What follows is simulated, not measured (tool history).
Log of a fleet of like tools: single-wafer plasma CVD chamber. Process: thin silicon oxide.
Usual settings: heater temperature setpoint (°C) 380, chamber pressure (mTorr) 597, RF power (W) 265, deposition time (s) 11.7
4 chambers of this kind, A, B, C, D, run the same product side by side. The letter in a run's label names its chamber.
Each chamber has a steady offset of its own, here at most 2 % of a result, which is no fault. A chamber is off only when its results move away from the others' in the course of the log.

run   hour  heater temperature setpoint (°C)  chamber pressure (mTorr)  RF power (W)  deposition time (s)  hours since the last thermocouple change  hours since the last RF generator calibration  hours since the last manometer calibration  read-back reference wafer on the same gauge, thickness_nm  mean film thickness on the monitor wafer (angstrom)
 1B   11.8                               380                       597           265                 11.7                                     314.2                                         1084.7                                      1224.8                                                     16.207                                               152.95
 2D   19.3                               380                       597           265                 11.7                                    1549.5                                         1152.7                                      1476.6                                                     16.208                                               152.26
 3A   25.1                               380                       597           265                 11.7                                    1355.1                                         1470.3                                      2072.8                                                     16.209                                               150.16
 4C   33.7                               380                       597           265                 11.7                                    1799.4                                         1055.0                                      1121.3                                                     16.211                                               151.48
 5C   39.6                               380                       597           265                 11.7                                    1805.3                                         1060.9                                      1127.2                                                     16.221                                               151.52
 6D   47.3                               380                       597           265                 11.7                                    1577.5                                         1180.7                                      1504.6                                                     16.220                                               152.59
 7B   55.3                               380                       597           265                 11.7                                     357.7                                         1128.2                                      1268.3                                                     16.223                                               153.08
      59.0  -- chamber A: thermocouple changed; heater temperature recalibrated
 8A   63.8                               391                       536           265                 11.7                                       4.9                                         1509.0                                      2111.5                                                     16.229                                               132.26
 9C   69.8                               391                       536           265                 11.7                                    1835.5                                         1091.1                                      1157.4                                                     16.228                                               132.90
10A   80.9                               391                       536           265                 11.7                                      22.0                                         1526.1                                      2128.6                                                     16.231                                               132.35
11B   87.5                               391                       536           265                 11.7                                     389.9                                         1160.4                                      1300.5                                                     16.237                                               134.57
12D   97.2                               380                       597           265                 11.7                                    1627.4                                         1230.6                                      1554.5                                                     16.245                                               152.51
13D  107.1                               380                       597           265                 11.7                                    1637.3                                         1240.5                                      1564.4                                                     16.246                                               152.91
14C  116.2                               380                       597           265                 11.7                                    1881.9                                         1137.5                                      1203.8                                                     16.254                                               151.79
     124.9  -- chamber A: capacitance manometer re-zeroed and calibrated
15B  126.9                               380                       597           265                 11.7                                     429.3                                         1199.8                                      1339.9                                                     16.253                                               153.70
16A  137.0                               380                       597           265                 11.7                                      78.1                                         1582.2                                        12.1                                                     16.264                                               150.21
17B  145.7                               380                       597           265                 11.7                                     448.1                                         1218.6                                      1358.7                                                     16.259                                               153.49
18D  153.7                               380                       551           265                 13.9                                    1683.9                                         1287.1                                      1611.0                                                     16.266                                               165.80
19C  162.4                               380                       551           265                 13.9                                    1928.1                                         1183.7                                      1250.0                                                     16.278                                               165.23
20A  171.4                               380                       551           265                 13.9                                     112.5                                         1616.6                                        46.5                                                     16.275                                               163.62
21A  180.7                               380                       551           265                 13.9                                     121.8                                         1625.9                                        55.8                                                     16.283                                               163.28
22B  187.6                               380                       597           265                 11.7                                     490.0                                         1260.5                                      1400.6                                                     16.282                                               153.91
23C  196.0                               380                       597           265                 11.7                                    1961.7                                         1217.3                                      1283.6                                                     16.287                                               152.11
24D  203.5                               380                       597           265                 11.7                                    1733.7                                         1336.9                                      1660.8                                                     16.294                                               152.91
25C  214.2                               380                       720           265                 11.7                                    1979.9                                         1235.5                                      1301.8                                                     16.296                                               186.65

All 4 chambers run these settings next. Forecast each chamber's results:
26A  222.7                               380                       597           265                 11.7                                                                                                                                                                                                                                                    ?
26B  222.7                               380                       597           265                 11.7                                                                                                                                                                                                                                                    ?
26C  222.7                               380                       597           265                 11.7                                                                                                                                                                                                                                                    ?
26D  222.7                               380                       597           265                 11.7                                                                                                                                                                                                                                                    ?

run  mean film thickness on the monitor wafer (angstrom)
26A                                               150.68
26B                                               153.55
26C                                               152.51
26D                                               152.73
